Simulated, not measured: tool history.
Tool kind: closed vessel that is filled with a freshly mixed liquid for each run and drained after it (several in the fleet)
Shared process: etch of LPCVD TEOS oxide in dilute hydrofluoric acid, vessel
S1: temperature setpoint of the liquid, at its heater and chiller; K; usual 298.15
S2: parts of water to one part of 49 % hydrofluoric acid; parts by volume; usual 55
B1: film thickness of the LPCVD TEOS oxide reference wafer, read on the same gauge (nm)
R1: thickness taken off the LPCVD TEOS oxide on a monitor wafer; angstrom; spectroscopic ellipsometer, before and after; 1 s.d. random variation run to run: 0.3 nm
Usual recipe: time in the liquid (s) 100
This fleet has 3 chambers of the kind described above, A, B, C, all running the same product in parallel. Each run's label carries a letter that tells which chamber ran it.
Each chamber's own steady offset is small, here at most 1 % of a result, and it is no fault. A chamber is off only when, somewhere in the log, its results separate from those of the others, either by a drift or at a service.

Run 1A, hour 7.2: usual settings; B1 120.03. Result: R1 342.05 angstrom.
Run 2C, hour 14.2: usual settings; B1 119.99. Result: R1 336.94 angstrom.
Run 3B, hour 20.8: usual settings; B1 119.98. Result: R1 337.76 angstrom.
Run 4C, hour 28.5: usual settings; B1 119.98. Result: R1 337.77 angstrom.
Run 5B, hour 37.9: usual settings; B1 119.99. Result: R1 336.73 angstrom.
Run 6A, hour 47.5: usual settings; B1 120. Result: R1 342.14 angstrom.
Run 7A, hour 58: usual settings; B1 120.05. Result: R1 346.3 angstrom.
Run 8C, hour 69.4: usual settings; B1 119.99. Result: R1 334.07 angstrom.
Run 9B, hour 81.3: usual settings; B1 120. Result: R1 334.53 angstrom.
Run 10A, hour 90.1: usual settings; B1 120.01. Result: R1 340.65 angstrom.
Run 11B, hour 98.5: usual settings but time in the liquid (s) 120; B1 120.03. Result: R1 405.27 angstrom.
Run 12C, hour 105.4: usual settings but time in the liquid (s) 120; B1 120.01. Result: R1 406.42 angstrom.
Run 13C, hour 113.4: usual settings but time in the liquid (s) 120; B1 120. Result: R1 397.36 angstrom.
Run 14A, hour 120: usual settings; B1 120.05. Result: R1 341.14 angstrom.
Run 15B, hour 126.6: usual settings; B1 119.98. Result: R1 335.56 angstrom.
Run 16C, hour 132.7: usual settings but S1 299.65 K; B1 119.98. Result: R1 350.85 angstrom.
Run 17A, hour 139.8: usual settings but S1 299.65 K; B1 119.94. Result: R1 365.1 angstrom.
Run 18B, hour 150.7: usual settings but S1 299.65 K; B1 119.98. Result: R1 355.61 angstrom.
Run 19B, hour 161.7: usual settings; B1 119.97. Result: R1 334.38 angstrom.
Run 20C, hour 171.5: usual settings; B1 120.01. Result: R1 318.03 angstrom.
Run 21A, hour 183.6: usual settings; B1 120.04. Result: R1 337.65 angstrom.
Run 22B, hour 196.3: usual settings but S1 302.15 K, S2 35 parts by volume; B1 119.99. Result: R1 639.84 angstrom.
Run 23A, hour 202.4: usual settings but S1 302.15 K, S2 35 parts by volume; B1 119.96. Result: R1 656.53 angstrom.
Run 24C, hour 211.3: usual settings but S1 302.15 K, S2 35 parts by volume; B1 120.04. Result: R1 606.21 angstrom.
Run 25B, hour 219.2: usual settings; B1 120.01. Result: R1 337.66 angstrom.
Run 26C, hour 226.8: usual settings; B1 120.01. Result: R1 311.4 angstrom.
Run 27A, hour 236.9: usual settings; B1 119.99. Result: R1 334.96 angstrom.
Run 28B, hour 246.1: usual settings; B1 119.97. Result: R1 336.28 angstrom.
At hour 252.8: chamber C: thermometer replaced.
Run 29A, hour 258.8: usual settings but S1 295.65 K, time in the liquid (s) 65; B1 120.04. Result: R1 196.77 angstrom.
Run 30C, hour 270.2: usual settings but S1 295.65 K, time in the liquid (s) 65; B1 120.01. Result: R1 180.37 angstrom.

All 3 chambers run these settings next. Forecast each chamber's results:
Run 31A, hour 279.5: usual settings. Result: R1 ?.
Run 31B, hour 279.5: usual settings. Result: R1 ?.
Run 31C, hour 279.5: usual settings. Result: R1 ?.

run      R1
31A  334.63
31B  336.22
31C  304.16

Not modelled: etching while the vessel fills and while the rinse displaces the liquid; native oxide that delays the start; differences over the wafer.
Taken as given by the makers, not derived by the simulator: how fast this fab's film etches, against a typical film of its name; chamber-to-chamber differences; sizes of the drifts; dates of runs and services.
